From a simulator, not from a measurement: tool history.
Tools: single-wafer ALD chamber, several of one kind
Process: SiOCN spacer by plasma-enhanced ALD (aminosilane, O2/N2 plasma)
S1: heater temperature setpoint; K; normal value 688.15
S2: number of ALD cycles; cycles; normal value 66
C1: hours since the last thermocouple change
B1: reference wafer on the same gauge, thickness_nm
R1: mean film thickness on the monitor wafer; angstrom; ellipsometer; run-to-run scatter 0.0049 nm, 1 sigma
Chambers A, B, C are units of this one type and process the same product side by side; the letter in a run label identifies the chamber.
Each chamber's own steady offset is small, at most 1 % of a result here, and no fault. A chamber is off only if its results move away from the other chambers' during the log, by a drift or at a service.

{"run": "1B", "hour": 6.7, "S1": 688.15, "S2": 66, "C1": 937.4, "B1": 4.3489, "R1": 37.866}
{"run": "2C", "hour": 18.0, "S1": 688.15, "S2": 66, "C1": 215.5, "B1": 4.3481, "R1": 37.736}
{"run": "3A", "hour": 28.6, "S1": 688.15, "S2": 66, "C1": 1103.6, "B1": 4.3482, "R1": 37.879}
{"run": "4C", "hour": 38.8, "S1": 688.15, "S2": 66, "C1": 236.3, "B1": 4.3475, "R1": 37.683}
{"run": "5A", "hour": 52.3, "S1": 688.15, "S2": 66, "C1": 1127.3, "B1": 4.3465, "R1": 37.834}
{"run": "6B", "hour": 62.8, "S1": 688.15, "S2": 66, "C1": 993.5, "B1": 4.3454, "R1": 37.881}
{"run": "7C", "hour": 69.2, "S1": 688.15, "S2": 66, "C1": 266.7, "B1": 4.3449, "R1": 37.713}
{"run": "8A", "hour": 79.7, "S1": 688.15, "S2": 66, "C1": 1154.7, "B1": 4.343, "R1": 37.801}
{"run": "9B", "hour": 87.8, "S1": 688.15, "S2": 66, "C1": 1018.5, "B1": 4.3447, "R1": 37.858}
{"run": "10B", "hour": 100.0, "S1": 688.15, "S2": 66, "C1": 1030.7, "B1": 4.341, "R1": 37.859}
{"run": "11C", "hour": 110.2, "S1": 688.15, "S2": 74, "C1": 307.7, "B1": 4.3401, "R1": 42.268}
{"run": "12A", "hour": 118.0, "S1": 688.15, "S2": 74, "C1": 1193, "B1": 4.3415, "R1": 42.365}
{"run": "13B", "hour": 132.0, "S1": 688.15, "S2": 74, "C1": 1062.7, "B1": 4.3395, "R1": 42.446}
{"run": "14C", "hour": 143.1, "S1": 688.15, "S2": 66, "C1": 340.6, "B1": 4.3383, "R1": 37.608}
{"run": "15A", "hour": 155.8, "S1": 688.15, "S2": 66, "C1": 1230.8, "B1": 4.3393, "R1": 37.742}
{"run": "16B", "hour": 162.8, "S1": 688.15, "S2": 66, "C1": 1093.5, "B1": 4.3364, "R1": 37.809}
{"run": "17A", "hour": 170.1, "S1": 688.15, "S2": 66, "C1": 1245.1, "B1": 4.3374, "R1": 37.797}
{"run": "18C", "hour": 181.6, "S1": 688.15, "S2": 66, "C1": 379.1, "B1": 4.3357, "R1": 37.63}
{"run": "19B", "hour": 190.0, "S1": 675.15, "S2": 66, "C1": 1120.7, "B1": 4.3365, "R1": 39.346}
{"run": "20A", "hour": 202.8, "S1": 675.15, "S2": 66, "C1": 1277.8, "B1": 4.3347, "R1": 39.293}
{"run": "21C", "hour": 209.8, "S1": 675.15, "S2": 66, "C1": 407.3, "B1": 4.3347, "R1": 39.128}
{"run": "22A", "hour": 223.4, "S1": 688.15, "S2": 66, "C1": 1298.4, "B1": 4.3327, "R1": 37.643}
{"run": "23C", "hour": 236.0, "S1": 688.15, "S2": 66, "C1": 433.5, "B1": 4.3319, "R1": 37.581}
{"run": "24B", "hour": 242.5, "S1": 682.15, "S2": 61, "C1": 1173.2, "B1": 4.3317, "R1": 35.591}
{"run": "25A", "hour": 252.5, "S1": 682.15, "S2": 61, "C1": 1327.5, "B1": 4.3304, "R1": 35.484}
{"run": "26B", "hour": 265.4, "S1": 682.15, "S2": 61, "C1": 1196.1, "B1": 4.3294, "R1": 35.486}
{"run": "27C", "hour": 278.0, "S1": 688.15, "S2": 66, "C1": 475.5, "B1": 4.3277, "R1": 37.591}
{"run": "28B", "hour": 287.5, "S1": 688.15, "S2": 66, "C1": 1218.2, "B1": 4.3273, "R1": 37.776}

Each of the 3 chambers runs these same settings next. Fill in every chamber's results:
{"run": "29A", "hour": 297.6, "S1": 688.15, "S2": 60, "R1": "?"}
{"run": "29B", "hour": 297.6, "S1": 688.15, "S2": 60, "R1": "?"}
{"run": "29C", "hour": 297.6, "S1": 688.15, "S2": 60, "R1": "?"}

run=29A R1=34.178
run=29B R1=34.293
run=29C R1=34.214
